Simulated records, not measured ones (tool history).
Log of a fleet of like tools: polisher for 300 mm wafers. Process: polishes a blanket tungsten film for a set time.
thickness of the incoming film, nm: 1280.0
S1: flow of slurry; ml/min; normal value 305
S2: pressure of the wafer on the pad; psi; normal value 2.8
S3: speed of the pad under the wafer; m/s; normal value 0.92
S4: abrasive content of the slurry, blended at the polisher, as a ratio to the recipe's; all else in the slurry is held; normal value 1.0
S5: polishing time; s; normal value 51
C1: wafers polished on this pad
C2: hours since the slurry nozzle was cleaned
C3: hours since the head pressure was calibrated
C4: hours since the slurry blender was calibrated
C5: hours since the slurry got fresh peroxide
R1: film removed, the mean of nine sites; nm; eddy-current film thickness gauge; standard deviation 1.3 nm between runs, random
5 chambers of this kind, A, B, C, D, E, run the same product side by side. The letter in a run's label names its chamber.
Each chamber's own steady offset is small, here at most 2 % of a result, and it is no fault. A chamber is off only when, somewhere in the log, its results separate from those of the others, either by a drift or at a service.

{"run": "1B", "hour": 6.3, "S1": 305, "S2": 2.8, "S3": 0.92, "S4": 1.0, "S5": 51, "C1": 923, "C2": 75.6, "C3": 210.8, "C4": 215.0, "C5": 29.4, "R1": 131.5}
{"run": "2D", "hour": 14.2, "S1": 305, "S2": 2.8, "S3": 0.92, "S4": 1.0, "S5": 51, "C1": 275, "C2": 312.3, "C3": 165.6, "C4": 68.1, "C5": 53.9, "R1": 136.0}
{"hour": 15.4, "done": "chamber B: worn pad replaced by a new one"}
{"hour": 16.2, "done": "chamber E: slurry blender recalibrated"}
{"hour": 18.6, "done": "chamber A: worn pad replaced by a new one"}
{"hour": 21.0, "done": "chamber C: slurry blender recalibrated"}
{"run": "3E", "hour": 22.9, "S1": 305, "S2": 2.8, "S3": 0.92, "S4": 1.0, "S5": 51, "C1": 1082, "C2": 77.2, "C3": 211.0, "C4": 6.7, "C5": 113.0, "R1": 132.96}
{"hour": 25.9, "done": "chamber A: slurry tank refilled with fresh slurry and peroxide"}
{"hour": 29.8, "done": "chamber A: slurry blender recalibrated"}
{"run": "4C", "hour": 30.3, "S1": 305, "S2": 2.8, "S3": 0.92, "S4": 1.0, "S5": 51, "C1": 811, "C2": 480.5, "C3": 383.3, "C4": 9.3, "C5": 66.8, "R1": 132.27}
{"run": "5A", "hour": 36.8, "S1": 305, "S2": 2.8, "S3": 0.92, "S4": 1.0, "S5": 51, "C1": 134, "C2": 729.3, "C3": 112.4, "C4": 7.1, "C5": 11.0, "R1": 134.91}
{"run": "6C", "hour": 45.2, "S1": 305, "S2": 2.8, "S3": 0.92, "S4": 1.0, "S5": 51, "C1": 921, "C2": 495.4, "C3": 398.2, "C4": 24.2, "C5": 81.7, "R1": 133.77}
{"hour": 46.2, "done": "chamber D: worn pad replaced by a new one"}
{"run": "7B", "hour": 51.2, "S1": 305, "S2": 2.8, "S3": 0.92, "S4": 1.0, "S5": 51, "C1": 264, "C2": 120.5, "C3": 255.7, "C4": 259.9, "C5": 74.3, "R1": 135.49}
{"run": "8E", "hour": 56.9, "S1": 305, "S2": 2.8, "S3": 0.92, "S4": 1.0, "S5": 51, "C1": 1332, "C2": 111.2, "C3": 245.0, "C4": 40.7, "C5": 147.0, "R1": 132.0}
{"hour": 58.6, "done": "chamber D: slurry tank refilled with fresh slurry and peroxide"}
{"hour": 61.6, "done": "chamber C: head pressure recalibrated"}
{"hour": 63.1, "done": "chamber E: slurry tank refilled with fresh slurry and peroxide"}
{"run": "9A", "hour": 64.5, "S1": 305, "S2": 2.8, "S3": 0.92, "S4": 1.0, "S5": 51, "C1": 338, "C2": 757.0, "C3": 140.1, "C4": 34.8, "C5": 38.7, "R1": 131.37}
{"run": "10D", "hour": 71.4, "S1": 305, "S2": 2.8, "S3": 0.92, "S4": 1.0, "S5": 51, "C1": 185, "C2": 369.5, "C3": 222.8, "C4": 125.3, "C5": 12.9, "R1": 135.17}
{"hour": 72.3, "done": "chamber B: slurry blender recalibrated"}
{"run": "11D", "hour": 75.8, "S1": 305, "S2": 2.8, "S3": 0.92, "S4": 1.0, "S5": 51, "C1": 218, "C2": 373.9, "C3": 227.2, "C4": 129.7, "C5": 17.3, "R1": 134.42}
{"run": "12A", "hour": 80.5, "S1": 305, "S2": 2.8, "S3": 0.92, "S4": 1.0, "S5": 51, "C1": 456, "C2": 773.0, "C3": 156.1, "C4": 50.8, "C5": 54.7, "R1": 131.32}
{"hour": 84.0, "done": "chamber E: worn pad replaced by a new one"}
{"run": "13E", "hour": 87.5, "S1": 305, "S2": 2.8, "S3": 0.92, "S4": 1.3, "S5": 43, "C1": 26, "C2": 141.8, "C3": 275.6, "C4": 71.3, "C5": 24.4, "R1": 122.96}
{"hour": 88.6, "done": "chamber D: slurry nozzle cleaned"}
{"run": "14B", "hour": 95.8, "S1": 305, "S2": 2.8, "S3": 0.92, "S4": 1.3, "S5": 43, "C1": 592, "C2": 165.1, "C3": 300.3, "C4": 23.5, "C5": 118.9, "R1": 118.55}
{"hour": 96.3, "done": "chamber C: worn pad replaced by a new one"}
{"hour": 97.5, "done": "chamber A: worn pad replaced by a new one"}
{"run": "15C", "hour": 103.1, "S1": 305, "S2": 2.8, "S3": 0.92, "S4": 1.3, "S5": 43, "C1": 50, "C2": 553.3, "C3": 41.5, "C4": 82.1, "C5": 139.6, "R1": 119.12}
{"run": "16D", "hour": 108.4, "S1": 305, "S2": 2.8, "S3": 0.92, "S4": 1.3, "S5": 43, "C1": 458, "C2": 19.9, "C3": 259.8, "C4": 162.3, "C5": 49.9, "R1": 123.84}
{"run": "17C", "hour": 114.2, "S1": 305, "S2": 2.8, "S3": 0.92, "S4": 1.3, "S5": 43, "C1": 131, "C2": 564.4, "C3": 52.6, "C4": 93.2, "C5": 150.7, "R1": 118.9}
{"hour": 114.8, "done": "chamber D: worn pad replaced by a new one"}
{"run": "18A", "hour": 122.5, "S1": 305, "S2": 2.8, "S3": 0.92, "S4": 1.0, "S5": 51, "C1": 184, "C2": 815.0, "C3": 198.1, "C4": 92.8, "C5": 96.7, "R1": 133.45}
{"run": "19E", "hour": 128.6, "S1": 305, "S2": 2.8, "S3": 0.92, "S4": 1.0, "S5": 51, "C1": 328, "C2": 182.9, "C3": 316.7, "C4": 112.4, "C5": 65.5, "R1": 133.64}
{"hour": 131.3, "done": "chamber C: slurry tank refilled with fresh slurry and peroxide"}
{"hour": 132.5, "done": "chamber B: worn pad replaced by a new one"}
{"run": "20B", "hour": 134.2, "S1": 305, "S2": 2.8, "S3": 0.92, "S4": 1.0, "S5": 51, "C1": 12, "C2": 203.5, "C3": 338.7, "C4": 61.9, "C5": 157.3, "R1": 129.72}
{"run": "21D", "hour": 140.2, "S1": 305, "S2": 2.8, "S3": 0.92, "S4": 1.0, "S5": 51, "C1": 187, "C2": 51.7, "C3": 291.6, "C4": 194.1, "C5": 81.7, "R1": 135.64}
{"hour": 143.1, "done": "chamber B: slurry tank refilled with fresh slurry and peroxide"}
{"hour": 145.1, "done": "chamber A: slurry tank refilled with fresh slurry and peroxide"}
{"run": "22E", "hour": 145.8, "S1": 305, "S2": 2.8, "S3": 0.92, "S4": 1.0, "S5": 51, "C1": 455, "C2": 200.1, "C3": 333.9, "C4": 129.6, "C5": 82.7, "R1": 136.15}
{"run": "23C", "hour": 151.8, "S1": 305, "S2": 2.8, "S3": 0.92, "S4": 1.0, "S5": 51, "C1": 408, "C2": 602.0, "C3": 90.2, "C4": 130.8, "C5": 20.6, "R1": 132.72}
{"run": "24A", "hour": 159.8, "S1": 305, "S2": 2.8, "S3": 0.92, "S4": 1.0, "S5": 51, "C1": 459, "C2": 852.3, "C3": 235.4, "C4": 130.1, "C5": 14.7, "R1": 131.22}
{"hour": 165.4, "done": "chamber D: slurry blender recalibrated"}
{"run": "25B", "hour": 165.7, "S1": 305, "S2": 2.8, "S3": 0.92, "S4": 1.0, "S5": 51, "C1": 244, "C2": 235.0, "C3": 370.2, "C4": 93.4, "C5": 22.7, "R1": 131.73}
{"hour": 172.6, "done": "chamber D: slurry tank refilled with fresh slurry and peroxide"}
{"run": "26B", "hour": 173.0, "S1": 305, "S2": 2.8, "S3": 0.92, "S4": 1.0, "S5": 51, "C1": 298, "C2": 242.3, "C3": 377.5, "C4": 100.7, "C5": 30.0, "R1": 132.47}
{"run": "27D", "hour": 179.0, "S1": 305, "S2": 2.8, "S3": 0.92, "S4": 1.0, "S5": 51, "C1": 473, "C2": 90.5, "C3": 330.4, "C4": 13.6, "C5": 6.4, "R1": 132.87}
{"hour": 184.2, "done": "chamber A: worn pad replaced by a new one"}
{"run": "28C", "hour": 185.4, "S1": 305, "S2": 2.8, "S3": 0.92, "S4": 1.0, "S5": 51, "C1": 656, "C2": 635.6, "C3": 123.8, "C4": 164.4, "C5": 54.2, "R1": 133.57}
{"hour": 186.2, "done": "chamber D: worn pad replaced by a new one"}
{"hour": 187.3, "done": "chamber C: slurry blender recalibrated"}
{"run": "29A", "hour": 190.5, "S1": 305, "S2": 2.8, "S3": 0.92, "S4": 1.0, "S5": 51, "C1": 47, "C2": 883.0, "C3": 266.1, "C4": 160.8, "C5": 45.4, "R1": 132.35}
{"run": "30E", "hour": 194.6, "S1": 305, "S2": 2.8, "S3": 0.92, "S4": 1.0, "S5": 51, "C1": 815, "C2": 248.9, "C3": 382.7, "C4": 178.4, "C5": 131.5, "R1": 136.09}
{"run": "31B", "hour": 202.5, "S1": 305, "S2": 2.8, "S3": 0.92, "S4": 1.0, "S5": 51, "C1": 516, "C2": 271.8, "C3": 407.0, "C4": 130.2, "C5": 59.5, "R1": 134.7}
{"hour": 205.3, "done": "chamber D: head pressure recalibrated"}
{"run": "32E", "hour": 206.9, "S1": 305, "S2": 2.8, "S3": 0.92, "S4": 1.0, "S5": 51, "C1": 905, "C2": 261.2, "C3": 395.0, "C4": 190.7, "C5": 143.8, "R1": 135.97}
{"run": "33A", "hour": 215.8, "S1": 305, "S2": 2.8, "S3": 0.92, "S4": 1.0, "S5": 51, "C1": 233, "C2": 908.3, "C3": 291.4, "C4": 186.1, "C5": 70.7, "R1": 133.64}
{"run": "34D", "hour": 220.4, "S1": 305, "S2": 2.8, "S3": 0.92, "S4": 1.0, "S5": 51, "C1": 252, "C2": 131.9, "C3": 15.2, "C4": 55.0, "C5": 47.8, "R1": 134.84}
{"run": "35C", "hour": 226.0, "S1": 305, "S2": 2.8, "S3": 1.06, "S4": 1.0, "S5": 51, "C1": 955, "C2": 676.2, "C3": 164.4, "C4": 38.8, "C5": 94.8, "R1": 150.82}
{"run": "36C", "hour": 231.6, "S1": 305, "S2": 2.8, "S3": 1.06, "S4": 1.0, "S5": 51, "C1": 996, "C2": 681.8, "C3": 170.0, "C4": 44.4, "C5": 100.4, "R1": 153.26}
{"run": "37D", "hour": 238.4, "S1": 305, "S2": 2.8, "S3": 1.06, "S4": 1.0, "S5": 51, "C1": 384, "C2": 149.9, "C3": 33.2, "C4": 73.0, "C5": 65.8, "R1": 155.92}
{"hour": 243.4, "done": "chamber B: worn pad replaced by a new one"}
{"run": "38B", "hour": 245.2, "S1": 305, "S2": 2.8, "S3": 1.06, "S4": 1.0, "S5": 51, "C1": 13, "C2": 314.5, "C3": 449.7, "C4": 172.9, "C5": 102.2, "R1": 153.79}

Is one chamber out of step, is the gauge drifting, or do the chambers differ by no more than their own small offsets? For an off chamber, give its letter and the likeliest cause.

Neither any chamber nor the gauge drifts; the chambers differ only by their own small, steady offsets.
